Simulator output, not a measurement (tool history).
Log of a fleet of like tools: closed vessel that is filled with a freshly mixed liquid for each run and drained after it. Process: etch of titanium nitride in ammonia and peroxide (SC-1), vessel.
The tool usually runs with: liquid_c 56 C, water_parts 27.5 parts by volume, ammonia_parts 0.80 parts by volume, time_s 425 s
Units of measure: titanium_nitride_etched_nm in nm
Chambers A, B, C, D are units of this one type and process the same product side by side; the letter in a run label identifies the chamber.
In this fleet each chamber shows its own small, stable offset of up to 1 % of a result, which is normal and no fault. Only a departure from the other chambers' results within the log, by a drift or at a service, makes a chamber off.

| run | day | liquid_c | water_parts | ammonia_parts | time_s | hours since the thermometer was replaced | hours since the ammonia flow meter was replaced | hours since the drum of ammonia solution was connected | read-back film thickness of the titanium nitride reference wafer, read on the same gauge (nm) | titanium_nitride_etched_nm |
|---|---|---|---|---|---|---|---|---|---|---|
| 1A | 0.283 | 56 | 27.5 | 0.80 | 425 | 998.7 | 439.7 | 646.0 | 70.019 | 24.684 |
| 2C | 0.654 | 56 | 27.5 | 0.80 | 425 | 1186.3 | 490.2 | 525.8 | 70.000 | 24.603 |
| 3B | 1.008 | 56 | 27.5 | 0.80 | 425 | 1049.4 | 567.0 | 628.2 | 69.998 | 24.624 |
| 4D | 1.450 | 56 | 27.5 | 0.80 | 425 | 1802.1 | 1042.0 | 271.8 | 70.021 | 24.607 |
| 5D | 1.904 | 56 | 27.5 | 0.80 | 425 | 1813.0 | 1052.9 | 282.7 | 69.975 | 24.609 |
| 6B | 2.308 | 56 | 27.5 | 0.80 | 425 | 1080.6 | 598.2 | 659.4 | 70.000 | 24.377 |
| 7A | 2.588 | 56 | 27.5 | 0.80 | 425 | 1054.0 | 495.0 | 701.3 | 69.985 | 24.694 |
| 8C | 2.892 | 56 | 27.5 | 0.80 | 425 | 1240.0 | 543.9 | 579.5 | 70.014 | 24.541 |
| 9C | 3.296 | 56 | 37.0 | 0.80 | 280 | 1249.7 | 553.6 | 589.2 | 70.012 | 13.842 |
| 10A | 3.775 | 56 | 37.0 | 0.80 | 280 | 1082.5 | 523.5 | 729.8 | 70.004 | 13.798 |
| 11D | 3.992 | 56 | 37.0 | 0.80 | 280 | 1863.1 | 1103.0 | 332.8 | 69.991 | 13.632 |
| 12B | 4.438 | 56 | 37.0 | 0.80 | 280 | 1131.7 | 649.3 | 710.5 | 70.004 | 13.515 |
| 13C | 4.688 | 56 | 27.5 | 0.80 | 425 | 1283.1 | 587.0 | 622.6 | 70.033 | 24.600 |
| 14A | 4.938 | 56 | 27.5 | 0.80 | 425 | 1110.4 | 551.4 | 757.7 | 69.980 | 24.759 |
|  | 5.200 | chamber D: thermometer replaced |
| 15B | 5.312 | 56 | 27.5 | 0.80 | 425 | 1152.7 | 670.3 | 731.5 | 70.025 | 24.188 |
| 16D | 5.612 | 56 | 27.5 | 0.80 | 425 | 9.9 | 1141.9 | 371.7 | 69.996 | 24.515 |
| 17D | 6.062 | 56 | 27.5 | 0.80 | 425 | 20.7 | 1152.7 | 382.5 | 70.018 | 24.460 |
| 18A | 6.362 | 56 | 27.5 | 0.80 | 425 | 1144.6 | 585.6 | 791.9 | 69.979 | 24.747 |
| 19C | 6.746 | 56 | 27.5 | 0.80 | 425 | 1332.5 | 636.4 | 672.0 | 70.000 | 24.660 |
| 20B | 7.004 | 56 | 27.5 | 0.80 | 425 | 1193.3 | 710.9 | 772.1 | 70.009 | 24.119 |
| 21B | 7.246 | 56 | 27.5 | 0.80 | 595 | 1199.1 | 716.7 | 777.9 | 70.001 | 33.610 |
| 22C | 7.671 | 56 | 27.5 | 0.80 | 595 | 1354.7 | 658.6 | 694.2 | 69.980 | 34.641 |
| 23D | 7.888 | 56 | 27.5 | 0.80 | 595 | 64.5 | 1196.5 | 426.3 | 70.013 | 34.022 |
| 24A | 8.125 | 56 | 27.5 | 0.80 | 595 | 1186.9 | 627.9 | 834.2 | 70.014 | 34.972 |
| 25A | 8.525 | 56 | 27.5 | 0.80 | 425 | 1196.5 | 637.5 | 843.8 | 70.023 | 24.682 |
| 26D | 8.829 | 56 | 27.5 | 0.80 | 425 | 87.1 | 1219.1 | 448.9 | 69.995 | 24.685 |
| 27B | 9.104 | 56 | 27.5 | 0.80 | 425 | 1243.7 | 761.3 | 822.5 | 69.977 | 23.854 |
| 28C | 9.600 | 62 | 27.5 | 0.65 | 425 | 1401.0 | 704.9 | 740.5 | 70.003 | 35.241 |
| 29D | 9.975 | 62 | 27.5 | 0.65 | 425 | 114.6 | 1246.6 | 476.4 | 70.027 | 35.401 |
| 30A | 10.283 | 62 | 27.5 | 0.65 | 425 | 1238.7 | 679.7 | 886.0 | 69.998 | 35.078 |
| 31B | 10.504 | 62 | 27.5 | 0.65 | 425 | 1277.3 | 794.9 | 856.1 | 69.999 | 34.260 |
| 32C | 10.871 | 56 | 27.5 | 0.80 | 425 | 1431.5 | 735.4 | 771.0 | 70.010 | 24.698 |
| 33D | 11.179 | 56 | 27.5 | 0.80 | 425 | 143.5 | 1275.5 | 505.3 | 69.996 | 24.683 |
| 34B | 11.562 | 56 | 36.0 | 0.65 | 425 | 1302.7 | 820.3 | 881.5 | 70.015 | 19.761 |

One chamber off, gauge drift, or nothing amiss beyond the chambers' own small offsets? If it is a chamber, which one, and what is the likeliest cause?

Little by little, chamber B moves away from the other chambers.
Cause: liquid colder than its thermometer reads (K) = 0.405.
The log may not separate it from: ammonia flow below the setpoint (%); ammonia solution weaker than its label (%).

Here are 4 candidates for chamber B's next run, each the usual settings with a change, their results left as question marks. Which one brings its results back in line with what the others give on the usual settings?
In-line tolerance around the mean of the other chambers on the usual settings: titanium_nitride_etched_nm 0.420 nm
| 35B-1 | 11.921 | 55.0 | 27.5 | 0.80 | 425 |  |  |  |  | ? |
| 35B-2 | 11.921 | 56.0 | 28.0 | 0.80 | 415 |  |  |  |  | ? |
| 35B-3 | 11.921 | 56.0 | 27.5 | 0.80 | 440 |  |  |  |  | ? |
| 35B-4 | 11.921 | 56.5 | 27.5 | 0.80 | 435 |  |  |  |  | ? |

On the usual settings, the other chambers give on average: titanium_nitride_etched_nm 24.664 nm
| run | titanium_nitride_etched_nm |
|---|---|
| 35B-1 | 22.274 |
| 35B-2 | 23.053 |
| 35B-3 | 24.688 |
| 35B-4 | 25.242 |
It is 35B-3 that realigns the chamber with its peers.
